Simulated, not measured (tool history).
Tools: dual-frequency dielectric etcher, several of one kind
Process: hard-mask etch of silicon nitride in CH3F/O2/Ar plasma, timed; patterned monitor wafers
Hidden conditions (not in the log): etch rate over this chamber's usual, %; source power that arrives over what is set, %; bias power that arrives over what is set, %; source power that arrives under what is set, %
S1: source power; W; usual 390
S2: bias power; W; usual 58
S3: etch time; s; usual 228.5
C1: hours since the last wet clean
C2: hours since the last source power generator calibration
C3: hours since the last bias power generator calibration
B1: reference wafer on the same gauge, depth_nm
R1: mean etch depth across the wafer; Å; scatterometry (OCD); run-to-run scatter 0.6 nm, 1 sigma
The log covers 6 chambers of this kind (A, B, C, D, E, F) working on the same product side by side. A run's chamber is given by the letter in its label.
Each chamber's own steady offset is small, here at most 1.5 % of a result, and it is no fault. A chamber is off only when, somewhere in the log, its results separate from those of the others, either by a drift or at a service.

| run | hour | S1 | S2 | S3 | C1 | C2 | C3 | B1 | R1 |
|---|---|---|---|---|---|---|---|---|---|
| 1C | 6.4 | 390 | 58 | 228.5 | 24.2 | 704.5 | 91.7 | 159.07 | 1483.3 |
| 2D | 17.9 | 390 | 58 | 228.5 | 334.3 | 475.4 | 594 | 158.99 | 1483.8 |
| 3F | 30.8 | 390 | 58 | 228.5 | 389.5 | 3277.3 | 2766.1 | 158.96 | 1495.5 |
| 4B | 38.3 | 390 | 58 | 228.5 | 52.9 | 718.7 | 2609.6 | 159.07 | 1476.9 |
| 5A | 49.5 | 420 | 58 | 228.5 | 504.2 | 637.3 | 384 | 159.1 | 1534.2 |
| 6E | 56.9 | 420 | 58 | 228.5 | 427.8 | 452.3 | 215.6 | 158.95 | 1489.7 |
| 7C | 64.4 | 420 | 58 | 228.5 | 82.2 | 762.5 | 149.7 | 159.02 | 1530.2 |
| 8E | 78.4 | 420 | 58 | 228.5 | 449.3 | 473.8 | 237.1 | 159.06 | 1498.2 |
| 9B | 89.3 | 420 | 58 | 228.5 | 103.9 | 769.7 | 2660.6 | 158.9 | 1523.1 |
| 10A | 102.7 | 420 | 58 | 228.5 | 557.4 | 690.5 | 437.2 | 159.24 | 1533 |
| 11F | 114.4 | 390 | 58 | 228.5 | 473.1 | 3360.9 | 2849.7 | 158.94 | 1489.9 |
| 12D | 128 | 390 | 58 | 228.5 | 444.4 | 585.5 | 704.1 | 158.96 | 1476.8 |
|  | 131 | chamber E: wet clean of the chamber |
| 13D | 138.6 | 390 | 58 | 228.5 | 455 | 596.1 | 714.7 | 158.98 | 1482.1 |
| 14E | 146.8 | 390 | 58 | 228.5 | 15.9 | 542.2 | 305.5 | 159.07 | 1450.1 |
|  | 156.7 | chamber D: wet clean of the chamber |
| 15A | 157.6 | 300 | 66 | 228.5 | 612.3 | 745.4 | 492.1 | 158.86 | 1403.1 |
| 16C | 167.6 | 300 | 66 | 228.5 | 185.4 | 865.7 | 252.9 | 159.12 | 1395.9 |
| 17F | 180.1 | 300 | 66 | 228.5 | 538.8 | 3426.6 | 2915.4 | 159.09 | 1403.2 |
| 18B | 188.4 | 300 | 66 | 228.5 | 203 | 868.8 | 2759.7 | 159.12 | 1393.7 |
|  | 196.4 | chamber A: wet clean of the chamber |
| 19F | 197.2 | 300 | 66 | 228.5 | 555.9 | 3443.7 | 2932.5 | 158.95 | 1402.5 |
| 20C | 207.3 | 300 | 66 | 228.5 | 225.1 | 905.4 | 292.6 | 158.96 | 1401.4 |
|  | 217.3 | chamber F: wet clean of the chamber |
| 21E | 218.6 | 390 | 58 | 228.5 | 87.7 | 614 | 377.3 | 158.94 | 1459.6 |
| 22D | 232.3 | 390 | 58 | 228.5 | 75.7 | 689.8 | 808.4 | 158.95 | 1467.7 |
|  | 237.5 | chamber F: bias power generator calibrated |
| 23B | 240 | 390 | 58 | 228.5 | 254.6 | 920.4 | 2811.3 | 158.83 | 1468.1 |
| 24A | 251.3 | 390 | 58 | 228.5 | 54.9 | 839.1 | 585.8 | 159.01 | 1481.6 |
| 25F | 265.1 | 390 | 58 | 228.5 | 47.8 | 3511.6 | 27.6 | 159.1 | 1485.9 |
| 26B | 279 | 390 | 58 | 228.5 | 293.6 | 959.4 | 2850.3 | 158.97 | 1487.6 |
| 27C | 291.5 | 390 | 58 | 228.5 | 309.3 | 989.6 | 376.8 | 159.07 | 1479.9 |
| 28A | 300.5 | 390 | 58 | 228.5 | 104.1 | 888.3 | 635 | 159.06 | 1480 |
| 29D | 313.7 | 390 | 58 | 228.5 | 157.1 | 771.2 | 889.8 | 158.95 | 1472.1 |
| 30E | 321.4 | 390 | 58 | 228.5 | 190.5 | 716.8 | 480.1 | 158.97 | 1457.7 |
| 31C | 332.5 | 390 | 58 | 228.5 | 350.3 | 1030.6 | 417.8 | 159.03 | 1480.3 |
| 32B | 340.9 | 390 | 58 | 228.5 | 355.5 | 1021.3 | 2912.2 | 158.92 | 1474.4 |
| 33D | 350.3 | 390 | 58 | 228.5 | 193.7 | 807.8 | 926.4 | 159.06 | 1470.6 |
| 34A | 360.6 | 390 | 58 | 228.5 | 164.2 | 948.4 | 695.1 | 159.04 | 1484.4 |
| 35F | 373.5 | 390 | 58 | 228.5 | 156.2 | 3620 | 136 | 158.96 | 1495.5 |
| 36E | 386.2 | 390 | 58 | 228.5 | 255.3 | 781.6 | 544.9 | 159.01 | 1454.3 |
| 37E | 397.8 | 390 | 58 | 228.5 | 266.9 | 793.2 | 556.5 | 159.04 | 1447.9 |
| 38A | 408.9 | 390 | 58 | 228.5 | 212.5 | 996.7 | 743.4 | 159.11 | 1488.3 |
| 39C | 415 | 390 | 58 | 228.5 | 432.8 | 1113.1 | 500.3 | 159.08 | 1472.6 |
| 40D | 425.2 | 390 | 58 | 228.5 | 268.6 | 882.7 | 1001.3 | 158.93 | 1483 |
| 41F | 431.9 | 390 | 58 | 228.5 | 214.6 | 3678.4 | 194.4 | 158.82 | 1480.2 |
| 42B | 441.7 | 390 | 58 | 228.5 | 456.3 | 1122.1 | 3013 | 159.18 | 1466 |

Is one chamber out of step, is the gauge drifting, or do the chambers differ by no more than their own small offsets? For an off chamber, give its letter and the likeliest cause.

Neither any chamber nor the gauge drifts; the chambers differ only by their own small, steady offsets.
